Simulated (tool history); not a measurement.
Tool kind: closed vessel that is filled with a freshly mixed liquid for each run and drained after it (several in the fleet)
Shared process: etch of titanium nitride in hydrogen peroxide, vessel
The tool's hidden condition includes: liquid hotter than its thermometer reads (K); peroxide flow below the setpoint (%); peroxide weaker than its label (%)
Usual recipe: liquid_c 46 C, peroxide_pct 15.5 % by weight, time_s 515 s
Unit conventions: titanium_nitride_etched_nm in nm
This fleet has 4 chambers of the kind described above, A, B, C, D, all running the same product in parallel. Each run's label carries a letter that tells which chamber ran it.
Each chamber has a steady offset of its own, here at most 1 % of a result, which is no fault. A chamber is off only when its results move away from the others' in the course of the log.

| run | hour | liquid_c | peroxide_pct | time_s | hours since the thermometer was replaced | hours since the peroxide flow meter was replaced | hours since the drum of peroxide was connected | read-back film thickness of the titanium nitride reference wafer, read on the same gauge (nm) | titanium_nitride_etched_nm |
|---|---|---|---|---|---|---|---|---|---|
| 1B | 3.1 | 46 | 15.5 | 515 | 263.7 | 581.8 | 416.8 | 49.984 | 16.909 |
| 2D | 5.9 | 46 | 15.5 | 515 | 941.6 | 499.3 | 189.9 | 50.027 | 17.122 |
| 3C | 8.7 | 46 | 15.5 | 515 | 750 | 219.4 | 692.3 | 50.012 | 17.203 |
| 4A | 12.8 | 46 | 15.5 | 515 | 93.7 | 1100.9 | 1109.7 | 50.021 | 17.238 |
| 5C | 16.7 | 38.5 | 15.5 | 515 | 758 | 227.4 | 700.3 | 50.028 | 9.8033 |
| 6D | 20 | 38.5 | 15.5 | 515 | 955.7 | 513.4 | 204 | 50.002 | 9.7738 |
| 7B | 24 | 38.5 | 15.5 | 515 | 284.6 | 602.7 | 437.7 | 50.012 | 9.5671 |
| 8A | 28.4 | 38.5 | 15.5 | 515 | 109.3 | 1116.5 | 1125.3 | 49.99 | 9.884 |
| 9D | 32.3 | 46 | 15.5 | 515 | 968 | 525.7 | 216.3 | 50.003 | 17.44 |
| 10C | 35.7 | 46 | 15.5 | 515 | 777 | 246.4 | 719.3 | 49.994 | 17.254 |
| 11B | 39.6 | 46 | 15.5 | 515 | 300.2 | 618.3 | 453.3 | 49.995 | 16.622 |
| 12A | 42.8 | 46 | 15.5 | 515 | 123.7 | 1130.9 | 1139.7 | 50.006 | 17.39 |
| 13D | 47.1 | 46 | 15.5 | 515 | 982.8 | 540.5 | 231.1 | 50.013 | 17.429 |
| 14A | 50.9 | 46 | 15.5 | 515 | 131.8 | 1139 | 1147.8 | 50.003 | 17.279 |
| 15B | 54.6 | 46 | 15.5 | 515 | 315.2 | 633.3 | 468.3 | 50.01 | 17.204 |
| 16C | 57.9 | 46 | 15.5 | 515 | 799.2 | 268.6 | 741.5 | 49.987 | 17.214 |
| 17B | 61 | 46 | 15.5 | 515 | 321.6 | 639.7 | 474.7 | 49.978 | 16.849 |
| 18A | 65 | 55 | 15.5 | 365 | 145.9 | 1153.1 | 1161.9 | 50.004 | 22.779 |
| 19D | 68 | 55 | 15.5 | 365 | 1003.7 | 561.4 | 252 | 50.013 | 23.678 |
| 20C | 71.3 | 55 | 15.5 | 365 | 812.6 | 282 | 754.9 | 50.008 | 23.673 |
| 21D | 75.1 | 55 | 15.5 | 365 | 1010.8 | 568.5 | 259.1 | 49.986 | 23.859 |
| 22C | 78.8 | 46 | 15.5 | 515 | 820.1 | 289.5 | 762.4 | 49.98 | 17.294 |
| 23B | 80.9 | 46 | 15.5 | 265 | 341.5 | 659.6 | 494.6 | 49.991 | 8.7378 |
| 24A | 83.3 | 46 | 15.5 | 265 | 164.2 | 1171.4 | 1180.2 | 49.989 | 9.0357 |
| 25C | 86.7 | 46 | 15.5 | 265 | 828 | 297.4 | 770.3 | 50.001 | 9.0279 |
| 26A | 89.2 | 46 | 15.5 | 265 | 170.1 | 1177.3 | 1186.1 | 49.997 | 8.7764 |
| 27D | 93.8 | 46 | 15.5 | 515 | 1029.5 | 587.2 | 277.8 | 50 | 18.192 |
|  | 95.7 | chamber C: new drum of peroxide connected |
| 28B | 97.2 | 46 | 15.5 | 515 | 357.8 | 675.9 | 510.9 | 50.004 | 16.994 |
| 29A | 100.8 | 46 | 12 | 770 | 181.7 | 1188.9 | 1197.7 | 49.998 | 24.022 |
| 30C | 103 | 46 | 12 | 770 | 844.3 | 313.7 | 7.3 | 50.005 | 24.005 |
| 31B | 106.8 | 46 | 12 | 770 | 367.4 | 685.5 | 520.5 | 49.994 | 24.181 |
| 32D | 109.3 | 46 | 12 | 770 | 1045 | 602.7 | 293.3 | 49.972 | 26.466 |
| 33C | 113.4 | 54 | 15.5 | 425 | 854.7 | 324.1 | 17.7 | 49.983 | 25.702 |
| 34B | 115.8 | 54 | 15.5 | 425 | 376.4 | 694.5 | 529.5 | 49.994 | 25.121 |
| 35D | 118.5 | 54 | 15.5 | 425 | 1054.2 | 611.9 | 302.5 | 50.013 | 27.326 |
| 36A | 121.2 | 54 | 15.5 | 425 | 202.1 | 1209.3 | 1218.1 | 50.026 | 25.194 |
| 37B | 123.6 | 38.5 | 15.5 | 515 | 384.2 | 702.3 | 537.3 | 50.035 | 9.6132 |
| 38D | 126.8 | 38.5 | 15.5 | 515 | 1062.5 | 620.2 | 310.8 | 49.993 | 10.775 |
| 39A | 129.3 | 38.5 | 15.5 | 515 | 210.2 | 1217.4 | 1226.2 | 49.997 | 9.649 |
| 40C | 133 | 38.5 | 15.5 | 515 | 874.3 | 343.7 | 37.3 | 50.002 | 9.7013 |
| 41D | 136.8 | 38 | 15.5 | 515 | 1072.5 | 630.2 | 320.8 | 50.017 | 10.298 |
| 42B | 141.3 | 38 | 15.5 | 515 | 401.9 | 720 | 555 | 50.016 | 9.0871 |

Which is it: a chamber that has drifted or been left off by a service, a gauge drift common to all chambers, or only each chamber's usual small offset? If a chamber is off, name it and its likeliest cause.

One chamber, D, drifts off from the rest bit by bit.
Likeliest cause: liquid hotter than its thermometer reads (K) = 1.49.

Below are 4 candidate recipes for chamber D's next run, each the usual settings with a change, their results shown as question marks. Which of them brings D's results back in line with what the other chambers give on the usual settings?
Allowed miss from the other chambers' usual-settings mean, per result, to count as in line: titanium_nitride_etched_nm 0.52 nm
| 43D-1 | 144.6 | 45.5 | 15.5 | 505 |  |  |  |  | ? |
| 43D-2 | 144.6 | 47 | 15.5 | 535 |  |  |  |  | ? |
| 43D-3 | 144.6 | 46.5 | 15.5 | 525 |  |  |  |  | ? |
| 43D-4 | 144.6 | 46 | 15.5 | 460 |  |  |  |  | ? |

Average result of the remaining chambers running the usual settings: titanium_nitride_etched_nm 17.177 nm
| run | titanium_nitride_etched_nm |
|---|---|
| 43D-1 | 18.105 |
| 43D-2 | 21.377 |
| 43D-3 | 20.24 |
| 43D-4 | 17.096 |
The right change is 43D-4: it brings the chamber back within the allowed miss of the others.
